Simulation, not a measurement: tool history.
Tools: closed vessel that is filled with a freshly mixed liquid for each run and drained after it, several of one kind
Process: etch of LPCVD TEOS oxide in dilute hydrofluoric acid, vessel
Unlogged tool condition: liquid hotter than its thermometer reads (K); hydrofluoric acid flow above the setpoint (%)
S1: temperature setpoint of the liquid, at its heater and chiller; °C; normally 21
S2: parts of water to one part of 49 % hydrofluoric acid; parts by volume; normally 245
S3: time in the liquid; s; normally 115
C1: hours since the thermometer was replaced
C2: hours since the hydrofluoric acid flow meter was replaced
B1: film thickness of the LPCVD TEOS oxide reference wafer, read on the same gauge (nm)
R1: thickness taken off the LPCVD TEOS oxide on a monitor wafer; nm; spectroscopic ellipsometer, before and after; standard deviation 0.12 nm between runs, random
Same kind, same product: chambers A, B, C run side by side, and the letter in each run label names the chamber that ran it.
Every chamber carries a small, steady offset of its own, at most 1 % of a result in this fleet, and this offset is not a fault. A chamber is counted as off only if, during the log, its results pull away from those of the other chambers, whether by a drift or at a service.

run 1B hour=5.5 | S1=21 S2=245 S3=115 | C1=192.4 C2=424.6 | B1=99.999 | R1=15.062
run 2C hour=10.7 | S1=21 S2=245 S3=115 | C1=529.5 C2=1828.2 | B1=100 | R1=15.266
run 3A hour=18.1 | S1=21 S2=245 S3=115 | C1=544.1 C2=1030.9 | B1=99.996 | R1=15.069
run 4B hour=25.2 | S1=21 S2=245 S3=115 | C1=212.1 C2=444.3 | B1=99.996 | R1=15.003
run 5C hour=31.3 | S1=21 S2=245 S3=115 | C1=550.1 C2=1848.8 | B1=99.979 | R1=14.834
run 6A hour=39.3 | S1=21 S2=245 S3=115 | C1=565.3 C2=1052.1 | B1=99.989 | R1=14.991
run 7B hour=48.4 | S1=21 S2=245 S3=115 | C1=235.3 C2=467.5 | B1=99.976 | R1=14.991
run 8A hour=56.1 | S1=21 S2=245 S3=115 | C1=582.1 C2=1068.9 | B1=100 | R1=14.848
run 9C hour=63.7 | S1=21 S2=245 S3=115 | C1=582.5 C2=1881.2 | B1=100 | R1=14.979
run 10A hour=71.6 | S1=21 S2=245 S3=115 | C1=597.6 C2=1084.4 | B1=99.982 | R1=15.021
run 11B hour=81.5 | S1=21 S2=245 S3=115 | C1=268.4 C2=500.6 | B1=99.994 | R1=15.064
run 12C hour=86.5 | S1=21 S2=245 S3=115 | C1=605.3 C2=1904 | B1=100 | R1=15.093
run 13C hour=97 | S1=21 S2=245 S3=115 | C1=615.8 C2=1914.5 | B1=100.01 | R1=15.007
run 14B hour=102.9 | S1=21 S2=245 S3=115 | C1=289.8 C2=522 | B1=100.02 | R1=15.138
run 15A hour=108.7 | S1=21 S2=245 S3=115 | C1=634.7 C2=1121.5 | B1=99.999 | R1=14.879
run 16C hour=117.3 | S1=21 S2=245 S3=115 | C1=636.1 C2=1934.8 | B1=100 | R1=14.971
run 17A hour=127.4 | S1=21 S2=245 S3=115 | C1=653.4 C2=1140.2 | B1=99.978 | R1=14.782
run 18B hour=138.1 | S1=21 S2=245 S3=115 | C1=325 C2=557.2 | B1=100 | R1=15.061
run 19C hour=147.7 | S1=21 S2=245 S3=115 | C1=666.5 C2=1965.2 | B1=100 | R1=14.873
run 20A hour=158.7 | S1=21 S2=245 S3=115 | C1=684.7 C2=1171.5 | B1=99.989 | R1=14.805
run 21B hour=169.3 | S1=21 S2=245 S3=115 | C1=356.2 C2=588.4 | B1=100.01 | R1=15.149
run 22A hour=178.1 | S1=25 S2=185 S3=115 | C1=704.1 C2=1190.9 | B1=99.987 | R1=24.762
run 23B hour=183.8 | S1=25 S2=185 S3=115 | C1=370.7 C2=602.9 | B1=99.986 | R1=24.848
run 24C hour=193.9 | S1=25 S2=185 S3=115 | C1=712.7 C2=2011.4 | B1=100 | R1=24.88
run 25B hour=200.8 | S1=23.5 S2=155 S3=115 | C1=387.7 C2=619.9 | B1=100 | R1=29.139
run 26A hour=208.1 | S1=23.5 S2=155 S3=115 | C1=734.1 C2=1220.9 | B1=99.992 | R1=28.53
run 27C hour=217.5 | S1=23.5 S2=155 S3=115 | C1=736.3 C2=2035 | B1=100.02 | R1=28.266
run 28A hour=228.5 | S1=21 S2=245 S3=115 | C1=754.5 C2=1241.3 | B1=100.01 | R1=15.05
run 29B hour=234.4 | S1=21 S2=245 S3=115 | C1=421.3 C2=653.5 | B1=99.996 | R1=15.687
run 30C hour=243 | S1=21 S2=245 S3=115 | C1=761.8 C2=2060.5 | B1=99.992 | R1=14.954
run 31B hour=251.8 | S1=23.5 S2=245 S3=115 | C1=438.7 C2=670.9 | B1=99.985 | R1=17.295
run 32A hour=261.2 | S1=23.5 S2=245 S3=115 | C1=787.2 C2=1274 | B1=99.983 | R1=16.432
run 33C hour=267.5 | S1=23.5 S2=245 S3=115 | C1=786.3 C2=2085 | B1=100.04 | R1=16.261
run 34C hour=278.4 | S1=21 S2=245 S3=115 | C1=797.2 C2=2095.9 | B1=99.98 | R1=14.952
run 35B hour=286.8 | S1=21 S2=245 S3=115 | C1=473.7 C2=705.9 | B1=100.01 | R1=15.878
run 36A hour=296.3 | S1=21 S2=245 S3=115 | C1=822.3 C2=1309.1 | B1=99.974 | R1=14.885
run 37A hour=306.2 | S1=19.5 S2=245 S3=115 | C1=832.2 C2=1319 | B1=100.02 | R1=14.285
run 38C hour=312.2 | S1=19.5 S2=245 S3=115 | C1=831 C2=2129.7 | B1=99.99 | R1=14.364
run 39B hour=323.5 | S1=19.5 S2=245 S3=115 | C1=510.4 C2=742.6 | B1=100.01 | R1=15.256
run 40B hour=333.7 | S1=21 S2=245 S3=115 | C1=520.6 C2=752.8 | B1=99.986 | R1=16.182
run 41A hour=345.1 | S1=21 S2=245 S3=115 | C1=871.1 C2=1357.9 | B1=100.01 | R1=14.967

What goes on in this fleet: one chamber off, a drifting gauge, or nothing beyond the chambers' own small offsets? Name the chamber and the cause, if any.

It is chamber B that slowly wanders off from its peers.
Likeliest cause: hydrofluoric acid flow above the setpoint (%) = 6.65.
From this log alone, it may not be told apart from: liquid hotter than its thermometer reads (K).

Which of the 4 candidates below, each the usual settings with something changed and its results left as question marks, puts chamber B back in line with what the other chambers give on the usual settings?
In-line tolerance around the mean of the other chambers on the usual settings: R1 0.43 nm
run 42B-1 hour=353.5 | S1=21 S2=235 S3=120 | R1=?
run 42B-2 hour=353.5 | S1=21.5 S2=215 S3=115 | R1=?
run 42B-3 hour=353.5 | S1=21 S2=245 S3=105 | R1=?
run 42B-4 hour=353.5 | S1=21 S2=260 S3=105 | R1=?

What the other chambers average on the usual settings: R1 15.012 nm
run=42B-1 R1=17.956
run=42B-2 R1=19.56
run=42B-3 R1=14.923
run=42B-4 R1=13.859
42B-3 brings the chamber back in line.

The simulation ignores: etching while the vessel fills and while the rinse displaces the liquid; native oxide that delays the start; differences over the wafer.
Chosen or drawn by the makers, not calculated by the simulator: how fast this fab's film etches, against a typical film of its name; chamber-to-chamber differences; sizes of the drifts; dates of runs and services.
